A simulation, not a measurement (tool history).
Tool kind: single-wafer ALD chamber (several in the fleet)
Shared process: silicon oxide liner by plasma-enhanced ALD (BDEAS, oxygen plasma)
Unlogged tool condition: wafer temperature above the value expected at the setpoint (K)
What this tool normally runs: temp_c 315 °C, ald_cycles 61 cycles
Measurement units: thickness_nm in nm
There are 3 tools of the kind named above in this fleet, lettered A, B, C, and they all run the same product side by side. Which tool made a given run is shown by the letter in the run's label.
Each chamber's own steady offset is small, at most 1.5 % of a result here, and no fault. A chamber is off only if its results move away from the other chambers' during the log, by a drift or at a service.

| run | day | temp_c | ald_cycles | hours since the last thermocouple change | read-back reference wafer on the same gauge, thickness_nm | thickness_nm |
|---|---|---|---|---|---|---|
| 1B | 0.142 | 315 | 61 | 1648.4 | 5.6679 | 5.4605 |
| 2C | 0.333 | 315 | 61 | 1294.8 | 5.6569 | 5.5732 |
| 3A | 0.471 | 315 | 61 | 1376.7 | 5.6561 | 5.6036 |
| 4A | 0.650 | 315 | 61 | 1381.0 | 5.6626 | 5.5457 |
| 5B | 0.762 | 315 | 61 | 1663.3 | 5.6534 | 5.4507 |
| 6C | 0.962 | 315 | 61 | 1309.9 | 5.6579 | 5.5158 |
| 7B | 1.088 | 315 | 61 | 1671.1 | 5.6599 | 5.4816 |
| 8A | 1.254 | 325 | 54 | 1395.5 | 5.6607 | 4.8804 |
| 9C | 1.396 | 325 | 54 | 1320.3 | 5.6615 | 4.8048 |
| 10C | 1.496 | 325 | 54 | 1322.7 | 5.6544 | 4.8892 |
| 11B | 1.600 | 315 | 61 | 1683.4 | 5.6540 | 5.4878 |
| 12A | 1.804 | 315 | 61 | 1408.7 | 5.6602 | 5.5344 |
| 13A | 2.004 | 323 | 69 | 1413.5 | 5.6607 | 6.2209 |
| 14B | 2.183 | 323 | 69 | 1697.4 | 5.6673 | 6.1315 |
| 15C | 2.321 | 323 | 69 | 1342.5 | 5.6671 | 6.1933 |
| 16B | 2.442 | 315 | 61 | 1703.6 | 5.6556 | 5.4554 |
| 17A | 2.600 | 315 | 61 | 1427.8 | 5.6531 | 5.5674 |
| 18C | 2.788 | 315 | 61 | 1353.7 | 5.6590 | 5.5735 |
| 19A | 2.958 | 315 | 61 | 1436.4 | 5.6670 | 5.5314 |
| 20C | 3.108 | 315 | 61 | 1361.4 | 5.6603 | 5.5521 |
| 21B | 3.208 | 315 | 61 | 1722.0 | 5.6634 | 5.4822 |
| 22C | 3.362 | 315 | 61 | 1367.5 | 5.6697 | 5.4958 |
| 23A | 3.454 | 315 | 61 | 1448.3 | 5.6583 | 5.5657 |
| 24B | 3.583 | 315 | 61 | 1731.0 | 5.6639 | 5.4507 |
| 25C | 3.754 | 327 | 52 | 1376.9 | 5.6603 | 4.6432 |
| 26B | 3.908 | 327 | 52 | 1738.8 | 5.6611 | 4.6203 |
| 27A | 4.083 | 327 | 52 | 1463.4 | 5.6508 | 4.6288 |
| 28B | 4.183 | 315 | 61 | 1745.4 | 5.6638 | 5.4881 |
| 29A | 4.283 | 315 | 61 | 1468.2 | 5.6554 | 5.5496 |
| 30C | 4.492 | 315 | 61 | 1394.6 | 5.6599 | 5.5866 |
| 31B | 4.588 | 315 | 61 | 1755.1 | 5.6574 | 5.4519 |
| 32C | 4.758 | 315 | 61 | 1401.0 | 5.6574 | 5.5487 |
| 33A | 4.875 | 315 | 61 | 1482.4 | 5.6631 | 5.5991 |
| 34A | 4.975 | 315 | 61 | 1484.8 | 5.6619 | 5.5470 |
| 35C | 5.088 | 315 | 61 | 1408.9 | 5.6649 | 5.5765 |
| 36B | 5.212 | 315 | 61 | 1770.1 | 5.6534 | 5.5317 |
| 37A | 5.396 | 325 | 66 | 1494.9 | 5.6610 | 5.9157 |
| 38C | 5.492 | 325 | 66 | 1418.6 | 5.6595 | 5.9796 |
| 39B | 5.667 | 325 | 66 | 1781.0 | 5.6669 | 5.8241 |
| 40C | 5.825 | 315 | 61 | 1426.6 | 5.6467 | 5.6016 |
| 41A | 5.942 | 315 | 61 | 1508.0 | 5.6683 | 5.5104 |

Each of the 3 chambers runs these same settings next. Fill in every chamber's results:
| 42A | 6.092 | 315 | 68 |  |  | ? |
| 42B | 6.092 | 315 | 68 |  |  | ? |
| 42C | 6.092 | 315 | 68 |  |  | ? |

| run | thickness_nm |
|---|---|
| 42A | 6.1618 |
| 42B | 6.1255 |
| 42C | 6.2430 |
